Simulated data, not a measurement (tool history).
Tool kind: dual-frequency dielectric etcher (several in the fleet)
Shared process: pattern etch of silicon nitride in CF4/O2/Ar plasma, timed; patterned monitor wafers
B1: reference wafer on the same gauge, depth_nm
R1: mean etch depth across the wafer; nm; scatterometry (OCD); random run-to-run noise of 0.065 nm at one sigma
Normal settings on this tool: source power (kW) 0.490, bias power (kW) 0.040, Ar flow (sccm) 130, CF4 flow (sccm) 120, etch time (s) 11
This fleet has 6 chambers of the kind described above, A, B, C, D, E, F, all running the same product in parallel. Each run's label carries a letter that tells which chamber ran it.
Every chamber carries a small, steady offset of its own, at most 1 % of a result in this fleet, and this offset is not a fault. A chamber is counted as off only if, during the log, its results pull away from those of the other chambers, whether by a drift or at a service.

run 1A hour=2.8 | source_power_(kW)=0.490 bias_power_(kW)=0.040 Ar_flow_(sccm)=130 CF4_flow_(sccm)=120 etch_time_(s)=11 | B1=22.095 | R1=18.818
run 2F hour=7.5 | source_power_(kW)=0.490 bias_power_(kW)=0.040 Ar_flow_(sccm)=130 CF4_flow_(sccm)=120 etch_time_(s)=11 | B1=22.098 | R1=18.663
run 3B hour=12.2 | source_power_(kW)=0.490 bias_power_(kW)=0.040 Ar_flow_(sccm)=130 CF4_flow_(sccm)=120 etch_time_(s)=11 | B1=22.106 | R1=18.731
run 4C hour=16.3 | source_power_(kW)=0.490 bias_power_(kW)=0.040 Ar_flow_(sccm)=130 CF4_flow_(sccm)=120 etch_time_(s)=11 | B1=22.092 | R1=18.583
run 5D hour=19.7 | source_power_(kW)=0.490 bias_power_(kW)=0.040 Ar_flow_(sccm)=130 CF4_flow_(sccm)=120 etch_time_(s)=11 | B1=22.126 | R1=18.548
run 6E hour=24.5 | source_power_(kW)=0.490 bias_power_(kW)=0.031 Ar_flow_(sccm)=142 CF4_flow_(sccm)=120 etch_time_(s)=11 | B1=22.105 | R1=16.713
run 7A hour=27.3 | source_power_(kW)=0.490 bias_power_(kW)=0.031 Ar_flow_(sccm)=142 CF4_flow_(sccm)=120 etch_time_(s)=11 | B1=22.096 | R1=16.890
run 8B hour=29.8 | source_power_(kW)=0.490 bias_power_(kW)=0.031 Ar_flow_(sccm)=142 CF4_flow_(sccm)=120 etch_time_(s)=11 | B1=22.103 | R1=17.051
-- hour=32.0 chamber F: wet clean of the chamber
-- hour=32.7 chamber D: Ar flow controller replaced
run 9F hour=33.6 | source_power_(kW)=0.490 bias_power_(kW)=0.031 Ar_flow_(sccm)=142 CF4_flow_(sccm)=120 etch_time_(s)=11 | B1=22.101 | R1=16.952
run 10E hour=36.0 | source_power_(kW)=0.490 bias_power_(kW)=0.031 Ar_flow_(sccm)=142 CF4_flow_(sccm)=120 etch_time_(s)=11 | B1=22.095 | R1=16.957
run 11D hour=40.8 | source_power_(kW)=0.490 bias_power_(kW)=0.031 Ar_flow_(sccm)=142 CF4_flow_(sccm)=120 etch_time_(s)=11 | B1=22.099 | R1=16.813
run 12C hour=43.4 | source_power_(kW)=0.490 bias_power_(kW)=0.036 Ar_flow_(sccm)=160 CF4_flow_(sccm)=120 etch_time_(s)=11 | B1=22.103 | R1=17.407
run 13E hour=45.7 | source_power_(kW)=0.490 bias_power_(kW)=0.036 Ar_flow_(sccm)=160 CF4_flow_(sccm)=120 etch_time_(s)=11 | B1=22.094 | R1=17.421
-- hour=46.7 chamber B: wet clean of the chamber
run 14C hour=49.7 | source_power_(kW)=0.490 bias_power_(kW)=0.036 Ar_flow_(sccm)=160 CF4_flow_(sccm)=120 etch_time_(s)=11 | B1=22.076 | R1=17.307
run 15F hour=52.0 | source_power_(kW)=0.490 bias_power_(kW)=0.036 Ar_flow_(sccm)=160 CF4_flow_(sccm)=120 etch_time_(s)=11 | B1=22.097 | R1=17.508
run 16A hour=57.0 | source_power_(kW)=0.490 bias_power_(kW)=0.036 Ar_flow_(sccm)=160 CF4_flow_(sccm)=120 etch_time_(s)=11 | B1=22.085 | R1=17.604
run 17D hour=61.9 | source_power_(kW)=0.490 bias_power_(kW)=0.036 Ar_flow_(sccm)=160 CF4_flow_(sccm)=120 etch_time_(s)=11 | B1=22.093 | R1=17.412
run 18B hour=66.3 | source_power_(kW)=0.490 bias_power_(kW)=0.040 Ar_flow_(sccm)=113 CF4_flow_(sccm)=146 etch_time_(s)=11 | B1=22.107 | R1=19.728
run 19C hour=71.2 | source_power_(kW)=0.490 bias_power_(kW)=0.040 Ar_flow_(sccm)=113 CF4_flow_(sccm)=146 etch_time_(s)=11 | B1=22.109 | R1=19.500
run 20F hour=76.2 | source_power_(kW)=0.490 bias_power_(kW)=0.040 Ar_flow_(sccm)=113 CF4_flow_(sccm)=146 etch_time_(s)=11 | B1=22.085 | R1=19.722
run 21E hour=81.0 | source_power_(kW)=0.490 bias_power_(kW)=0.040 Ar_flow_(sccm)=113 CF4_flow_(sccm)=146 etch_time_(s)=11 | B1=22.109 | R1=19.707
run 22D hour=84.9 | source_power_(kW)=0.490 bias_power_(kW)=0.040 Ar_flow_(sccm)=113 CF4_flow_(sccm)=146 etch_time_(s)=11 | B1=22.095 | R1=19.341
run 23B hour=88.0 | source_power_(kW)=0.490 bias_power_(kW)=0.040 Ar_flow_(sccm)=113 CF4_flow_(sccm)=146 etch_time_(s)=11 | B1=22.109 | R1=19.725
run 24A hour=93.2 | source_power_(kW)=0.490 bias_power_(kW)=0.040 Ar_flow_(sccm)=130 CF4_flow_(sccm)=120 etch_time_(s)=11 | B1=22.113 | R1=18.617
run 25F hour=97.3 | source_power_(kW)=0.490 bias_power_(kW)=0.032 Ar_flow_(sccm)=130 CF4_flow_(sccm)=120 etch_time_(s)=14 | B1=22.110 | R1=22.097
run 26A hour=100.6 | source_power_(kW)=0.490 bias_power_(kW)=0.032 Ar_flow_(sccm)=130 CF4_flow_(sccm)=120 etch_time_(s)=14 | B1=22.115 | R1=22.064
-- hour=101.1 chamber E: CF4 flow controller replaced
run 27B hour=105.6 | source_power_(kW)=0.490 bias_power_(kW)=0.032 Ar_flow_(sccm)=130 CF4_flow_(sccm)=120 etch_time_(s)=14 | B1=22.108 | R1=22.290
run 28C hour=109.6 | source_power_(kW)=0.490 bias_power_(kW)=0.032 Ar_flow_(sccm)=130 CF4_flow_(sccm)=120 etch_time_(s)=14 | B1=22.086 | R1=21.880
run 29D hour=112.7 | source_power_(kW)=0.490 bias_power_(kW)=0.032 Ar_flow_(sccm)=130 CF4_flow_(sccm)=120 etch_time_(s)=14 | B1=22.101 | R1=21.779
run 30E hour=115.3 | source_power_(kW)=0.490 bias_power_(kW)=0.032 Ar_flow_(sccm)=130 CF4_flow_(sccm)=120 etch_time_(s)=14 | B1=22.109 | R1=22.275
run 31A hour=120.1 | source_power_(kW)=0.490 bias_power_(kW)=0.040 Ar_flow_(sccm)=130 CF4_flow_(sccm)=120 etch_time_(s)=11 | B1=22.108 | R1=18.762
run 32E hour=123.9 | source_power_(kW)=0.490 bias_power_(kW)=0.040 Ar_flow_(sccm)=130 CF4_flow_(sccm)=120 etch_time_(s)=11 | B1=22.097 | R1=19.004
run 33D hour=128.4 | source_power_(kW)=0.600 bias_power_(kW)=0.040 Ar_flow_(sccm)=130 CF4_flow_(sccm)=120 etch_time_(s)=8 | B1=22.085 | R1=16.106
run 34F hour=133.2 | source_power_(kW)=0.600 bias_power_(kW)=0.040 Ar_flow_(sccm)=130 CF4_flow_(sccm)=120 etch_time_(s)=8 | B1=22.123 | R1=16.240
run 35B hour=136.8 | source_power_(kW)=0.600 bias_power_(kW)=0.040 Ar_flow_(sccm)=130 CF4_flow_(sccm)=120 etch_time_(s)=8 | B1=22.093 | R1=16.404
run 36C hour=141.2 | source_power_(kW)=0.600 bias_power_(kW)=0.040 Ar_flow_(sccm)=130 CF4_flow_(sccm)=120 etch_time_(s)=8 | B1=22.114 | R1=16.261
run 37E hour=145.1 | source_power_(kW)=0.600 bias_power_(kW)=0.040 Ar_flow_(sccm)=130 CF4_flow_(sccm)=120 etch_time_(s)=8 | B1=22.114 | R1=16.535
run 38C hour=148.2 | source_power_(kW)=0.600 bias_power_(kW)=0.040 Ar_flow_(sccm)=130 CF4_flow_(sccm)=120 etch_time_(s)=8 | B1=22.094 | R1=16.234
run 39F hour=152.8 | source_power_(kW)=0.490 bias_power_(kW)=0.040 Ar_flow_(sccm)=130 CF4_flow_(sccm)=120 etch_time_(s)=11 | B1=22.099 | R1=18.762

Is one chamber out of step, is the gauge drifting, or do the chambers differ by no more than their own small offsets? For an off chamber, give its letter and the likeliest cause.

One chamber, E, drifts off from the rest bit by bit.
What lies behind it: etch rate over this chamber's usual, % = 2.26.
It could be hard to tell apart here from: source power that arrives over what is set, %.

Below are 4 candidate recipes for chamber E's next run, each the usual settings with a change, their results shown as question marks. Which of them brings E's results back in line with what the other chambers give on the usual settings?
To be in line, a result may differ from the other chambers' mean on the usual settings by at most: R1 0.230 nm
run 40E-1 hour=156.6 | source_power_(kW)=0.490 bias_power_(kW)=0.042 Ar_flow_(sccm)=128 CF4_flow_(sccm)=122 etch_time_(s)=11 | R1=?
run 40E-2 hour=156.6 | source_power_(kW)=0.480 bias_power_(kW)=0.040 Ar_flow_(sccm)=130 CF4_flow_(sccm)=120 etch_time_(s)=11 | R1=?
run 40E-3 hour=156.6 | source_power_(kW)=0.490 bias_power_(kW)=0.040 Ar_flow_(sccm)=168 CF4_flow_(sccm)=120 etch_time_(s)=11 | R1=?
run 40E-4 hour=156.6 | source_power_(kW)=0.490 bias_power_(kW)=0.045 Ar_flow_(sccm)=130 CF4_flow_(sccm)=120 etch_time_(s)=11 | R1=?

What the other chambers average on the usual settings: R1 18.743 nm
run=40E-1 R1=19.552
run=40E-2 R1=18.784
run=40E-3 R1=18.429
run=40E-4 R1=19.973
It is 40E-2 that realigns the chamber with its peers.
